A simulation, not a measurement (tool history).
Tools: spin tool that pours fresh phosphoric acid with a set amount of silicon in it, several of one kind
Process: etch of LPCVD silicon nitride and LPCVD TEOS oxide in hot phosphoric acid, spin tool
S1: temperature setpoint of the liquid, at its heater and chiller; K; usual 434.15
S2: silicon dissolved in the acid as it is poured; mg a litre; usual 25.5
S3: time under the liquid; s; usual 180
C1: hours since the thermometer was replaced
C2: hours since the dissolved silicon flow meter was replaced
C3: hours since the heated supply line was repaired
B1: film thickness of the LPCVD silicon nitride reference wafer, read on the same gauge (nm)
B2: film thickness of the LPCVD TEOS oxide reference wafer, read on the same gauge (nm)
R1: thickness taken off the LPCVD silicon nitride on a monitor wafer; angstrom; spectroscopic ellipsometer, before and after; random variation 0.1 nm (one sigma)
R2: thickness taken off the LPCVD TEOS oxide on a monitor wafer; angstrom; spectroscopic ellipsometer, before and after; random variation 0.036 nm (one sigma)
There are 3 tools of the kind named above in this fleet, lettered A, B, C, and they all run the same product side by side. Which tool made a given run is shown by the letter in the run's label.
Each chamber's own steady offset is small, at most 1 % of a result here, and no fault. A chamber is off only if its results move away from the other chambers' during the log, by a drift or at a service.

run,hour,S1,S2,S3,C1,C2,C3,B1,B2,R1,R2
1C,9.4,434.15,25.5,180,909.5,1458.6,172.8,139.98,90.006,141.72,3.0603
2B,23.7,434.15,25.5,180,552.8,1042,1257.9,140,89.982,141.91,2.5879
3A,38.7,434.15,25.5,180,706.4,1251.6,3176,139.99,89.98,143.83,2.9279
4C,54.5,434.15,25.5,180,954.6,1503.7,217.9,140,89.972,142.88,2.4922
5B,69.8,434.15,40.5,180,598.9,1088.1,1304,140,90.012,142.73,1.4599
6A,83.8,434.15,40.5,180,751.5,1296.7,3221.1,140,90.013,142.79,1.3282
7C,93.7,434.15,40.5,180,993.8,1542.9,257.1,140,90.012,143.33,0.99795
8A,108,434.15,25.5,180,775.7,1320.9,3245.3,140,89.992,143.26,2.6237
9B,117.1,434.15,25.5,180,646.2,1135.4,1351.3,139.99,90.002,142.48,2.584
10A,127.5,434.15,25.5,180,795.2,1340.4,3264.8,140,89.991,143.47,2.9027
11B,135.3,432.15,25.5,90,664.4,1153.6,1369.5,139.99,89.995,66.866,1.2772
12C,143.1,432.15,25.5,90,1043.2,1592.3,306.5,139.99,89.947,67.654,1.1145
13C,159.4,432.15,25.5,90,1059.5,1608.6,322.8,140,90.028,67.039,0.7033
# hour 164.5: chamber C: dissolved silicon flow meter replaced
14B,167.7,434.15,25.5,180,696.8,1186,1401.9,140,90.026,143.66,2.7558
15A,175.6,434.15,25.5,180,843.3,1388.5,3312.9,140.01,89.989,144.05,2.7414
16C,188.8,434.15,25.5,180,1088.9,24.4,352.2,140,90.014,142.93,2.3074
17B,204.4,434.15,25.5,180,733.5,1222.7,1438.6,140.02,90.007,143.66,2.3482
18A,218.1,434.15,25.5,180,885.8,1431,3355.4,139.98,89.983,141.53,2.9569
19B,225.7,434.15,25.5,180,754.8,1244,1459.9,140,90.011,142.93,3.332
20C,241.2,434.15,16,145,1141.3,76.8,404.6,140,89.992,114.63,2.9124
21A,254,434.15,16,145,921.7,1466.9,3391.3,140.02,89.982,116.55,2.1528
22C,261.2,434.15,16,145,1161.3,96.8,424.6,139.99,89.982,116.76,2.3794
23B,274.3,434.15,25.5,180,803.4,1292.6,1508.5,139.99,89.998,143.1,2.7745
24A,289.9,434.15,25.5,180,957.6,1502.8,3427.2,139.98,90.039,143.57,2.5353
25B,301,434.15,25.5,180,830.1,1319.3,1535.2,140,89.973,142.7,2.0815
26C,314.4,434.15,25.5,180,1214.5,150,477.8,139.97,89.962,142.49,3.0171
27A,324,434.15,25.5,180,991.7,1536.9,3461.3,140.01,90.003,144.49,2.6219
28C,331.7,434.15,25.5,180,1231.8,167.3,495.1,139.97,90.023,142.75,2.7933
29A,344.9,434.15,25.5,180,1012.6,1557.8,3482.2,140,90.006,142.49,2.8531
30B,359.6,434.15,25.5,180,888.7,1377.9,1593.8,139.99,89.964,142.87,2.6866
31A,368.2,434.15,25.5,180,1035.9,1581.1,3505.5,140.01,89.954,143.31,1.9684
32B,378,434.15,25.5,180,907.1,1396.3,1612.2,140.03,90.018,142.96,3.1129

For the next run the whole fleet of 3 chambers uses the same settings. Give each chamber's results:
33A,389.8,434.15,25.5,215,,,,,,?,?
33B,389.8,434.15,25.5,215,,,,,,?,?
33C,389.8,434.15,25.5,215,,,,,,?,?

run,R1,R2
33A,170.91,2.5315
33B,172.34,3.0992
33C,171.97,3.7759

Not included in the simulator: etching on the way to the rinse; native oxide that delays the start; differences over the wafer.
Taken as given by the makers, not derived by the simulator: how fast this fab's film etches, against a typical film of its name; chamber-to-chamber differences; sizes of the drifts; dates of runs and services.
